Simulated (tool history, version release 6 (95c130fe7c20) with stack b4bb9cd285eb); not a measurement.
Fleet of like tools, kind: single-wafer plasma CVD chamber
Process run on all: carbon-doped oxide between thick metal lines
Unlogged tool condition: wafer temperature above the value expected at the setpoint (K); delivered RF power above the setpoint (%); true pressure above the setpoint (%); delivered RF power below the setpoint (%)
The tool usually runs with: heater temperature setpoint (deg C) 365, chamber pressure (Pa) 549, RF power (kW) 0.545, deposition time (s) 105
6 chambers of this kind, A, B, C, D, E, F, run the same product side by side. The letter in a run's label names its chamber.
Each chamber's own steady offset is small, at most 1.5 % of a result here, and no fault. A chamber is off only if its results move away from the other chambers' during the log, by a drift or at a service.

run	hour	heater temperature setpoint (deg C)	chamber pressure (Pa)	RF power (kW)	deposition time (s)	hours since the last thermocouple change	hours since the last RF generator calibration	hours since the last manometer calibration	read-back reference wafer on the same gauge, thickness_nm	mean film thickness on the monitor wafer (Å)
1D	9	365	549	0.545	105	538.4	383.1	1461.4	476.1	5247.7
2F	17.3	365	549	0.545	105	2755.8	331.8	455.3	476.35	5238.1
3C	26.9	365	549	0.545	105	487.7	629.5	346.8	475.61	5236.4
4E	33.1	365	549	0.545	105	1221.6	111.4	1457.3	476.04	5240.3
5A	39.1	365	549	0.625	105	52.2	504.2	1344.3	476.25	5664.7
6B	49.6	365	549	0.625	105	1470.3	1074.1	366	475.7	5728.2
7B	63	365	549	0.625	105	1483.7	1087.5	379.4	476.43	5729
8D	69.8	365	549	0.625	105	599.2	443.9	1522.2	475.76	5652.7
9C	78.5	365	549	0.625	105	539.3	681.1	398.4	475.77	5679.2
10A	91.1	365	549	0.625	105	104.2	556.2	1396.3	476.54	5614.1
11F	100	365	549	0.545	105	2838.5	414.5	538	475.75	5266.2
12E	109.6	365	487	0.545	105	1298.1	187.9	1533.8	475.78	5168.4
13B	123.1	365	487	0.545	105	1543.8	1147.6	439.5	476.22	5210
14A	134.7	365	487	0.545	105	147.8	599.8	1439.9	475.72	5148.5
15C	144.1	365	487	0.545	105	604.9	746.7	464	476.24	5061.1
16E	150.3	365	487	0.545	105	1338.8	228.6	1574.5	475.92	5162.7
17D	163.2	365	487	0.545	105	692.6	537.3	1615.6	475.63	5127.2
18F	169.5	365	549	0.545	105	2908	484	607.5	475.73	5231.7
19E	179.2	365	549	0.545	105	1367.7	257.5	1603.4	475.67	5235.4
20C	188.7	365	549	0.545	105	649.5	791.3	508.6	475.95	5172.3
21D	195.1	365	549	0.545	105	724.5	569.2	1647.5	476.11	5235.6
22A	201.1	365	549	0.545	105	214.2	666.2	1506.3	476.26	5202.4
23F	208.1	365	549	0.545	105	2946.6	522.6	646.1	476.11	5208.7
24B	220.1	354	549	0.545	122	1640.8	1244.6	536.5	476	6320.1
25E	231	354	549	0.545	122	1419.5	309.3	1655.2	476.16	6249.2
26F	238.4	354	549	0.545	122	2976.9	552.9	676.4	476.2	6247.6
27B	249.3	354	549	0.545	122	1670	1273.8	565.7	475.68	6315.3
28C	260.1	354	549	0.545	122	720.9	862.7	580	475.4	6092
29D	266.2	354	549	0.545	122	795.6	640.3	1718.6	476.04	6221.5
# hour 273.3: chamber F: thermocouple changed; heater temperature recalibrated
30A	278.3	371	655	0.545	105	291.4	743.4	1583.5	475.42	5284.2
31A	284.7	371	655	0.545	105	297.8	749.8	1589.9	476.29	5305.1
32C	297.8	371	655	0.545	105	758.6	900.4	617.7	475.8	5139
33F	306.1	371	655	0.545	105	32.9	620.6	744.1	476.11	5330.8
34D	313.4	371	655	0.545	105	842.8	687.5	1765.8	476.56	5301.1
35B	319.5	371	655	0.545	105	1740.2	1344	635.9	476.38	5385.6
36E	327.5	365	549	0.545	105	1516	405.8	1751.7	476.23	5230.4
37B	333.4	365	549	0.545	105	1754.1	1357.9	649.8	476.11	5292.2
38E	339.9	365	549	0.545	105	1528.4	418.2	1764.1	476.65	5239.3
39F	351.9	365	549	0.545	105	78.7	666.4	789.9	476.14	5248.6
40A	364.8	365	549	0.545	105	377.9	829.9	1670	475.68	5205.8
41C	377	365	549	0.545	105	837.8	979.6	696.9	476.33	4992.2
42D	385.9	365	549	0.545	105	915.3	760	1838.3	476.05	5229.8
43A	395.4	365	549	0.545	105	408.5	860.5	1700.6	475.81	5240.9

All 6 chambers run these settings next. Forecast each chamber's results:
44A	405.3	365	549	0.545	105					?
44B	405.3	365	549	0.545	105					?
44C	405.3	365	549	0.545	105					?
44D	405.3	365	549	0.545	105					?
44E	405.3	365	549	0.545	105					?
44F	405.3	365	549	0.545	105					?

run	mean film thickness on the monitor wafer (Å)
44A	5205.3
44B	5290.2
44C	5038.4
44D	5242.2
44E	5228.2
44F	5238.2
